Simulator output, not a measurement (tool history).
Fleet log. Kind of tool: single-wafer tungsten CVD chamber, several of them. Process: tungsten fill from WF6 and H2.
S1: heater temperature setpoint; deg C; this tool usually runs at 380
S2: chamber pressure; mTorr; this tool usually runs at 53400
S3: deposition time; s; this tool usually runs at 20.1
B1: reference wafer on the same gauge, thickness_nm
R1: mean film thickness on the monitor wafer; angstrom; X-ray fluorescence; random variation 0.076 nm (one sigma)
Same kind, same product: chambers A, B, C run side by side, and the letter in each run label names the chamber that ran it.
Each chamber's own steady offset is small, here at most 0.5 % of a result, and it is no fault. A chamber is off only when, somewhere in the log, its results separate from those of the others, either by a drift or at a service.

run,hour,S1,S2,S3,B1,R1
1C,10.1,380,53400,20.1,47.091,518.35
2B,15.1,380,53400,20.1,47.069,515.29
3A,23.6,380,53400,20.1,47.075,516.45
4A,32.9,380,53400,20.1,47.087,516.08
5C,40.1,380,53400,20.1,47.061,517.71
6B,50,380,53400,20.1,47.057,514.41
7C,58.1,380,53400,20.1,47.022,517.97
8B,66.9,380,53400,20.1,47.049,514.75
9A,73.4,380,53400,20.1,47.015,514.69
10A,79.1,380,53400,20.1,47.037,516.07
11B,89.7,380,53400,20.1,47.011,514.35
# hour 93.8: chamber A: thermocouple changed; heater temperature recalibrated
12C,99.8,380,53400,20.1,47.003,517.01
13B,110.2,380,53400,20.1,46.998,513.26
14A,116.7,380,53400,20.1,46.984,515.84
15C,126.6,380,53400,20.1,46.979,516.91
16B,137.7,380,53400,20.1,46.959,515.2
17C,147.5,380,53400,20.1,46.956,517.58
18A,153.7,380,53400,17.1,46.959,437.83
19B,158.7,380,53400,17.1,46.931,437.76
20A,167.5,380,53400,17.1,46.942,438.52
21C,177.6,380,53400,20.1,46.933,516.5
22A,188.1,380,53400,20.1,46.909,514.89
23C,194.7,380,53400,20.1,46.93,515.73
24B,202,380,53400,20.1,46.891,513.82
25C,210.5,380,53400,20.1,46.9,516.68
26B,217.6,380,53400,21.9,46.895,559.06
27A,226.4,380,53400,21.9,46.857,560.34
# hour 229.9: chamber C: capacitance manometer re-zeroed and calibrated
28B,234.8,380,53400,21.9,46.881,558.42
29A,245.4,380,53400,20.1,46.831,514.25
30C,252,380,53400,20.1,46.843,513.65
31B,261.5,380,53400,20.1,46.834,513.04
32C,272.6,380,53400,20.1,46.845,514.41
33A,283,380,53400,20.1,46.818,513.53

Predict what each chamber gives when all 3 of them run the settings below next.
34A,291.2,380,53400,20.1,,?
34B,291.2,380,53400,20.1,,?
34C,291.2,380,53400,20.1,,?

run,R1
34A,511.7
34B,512.69
34C,515.14
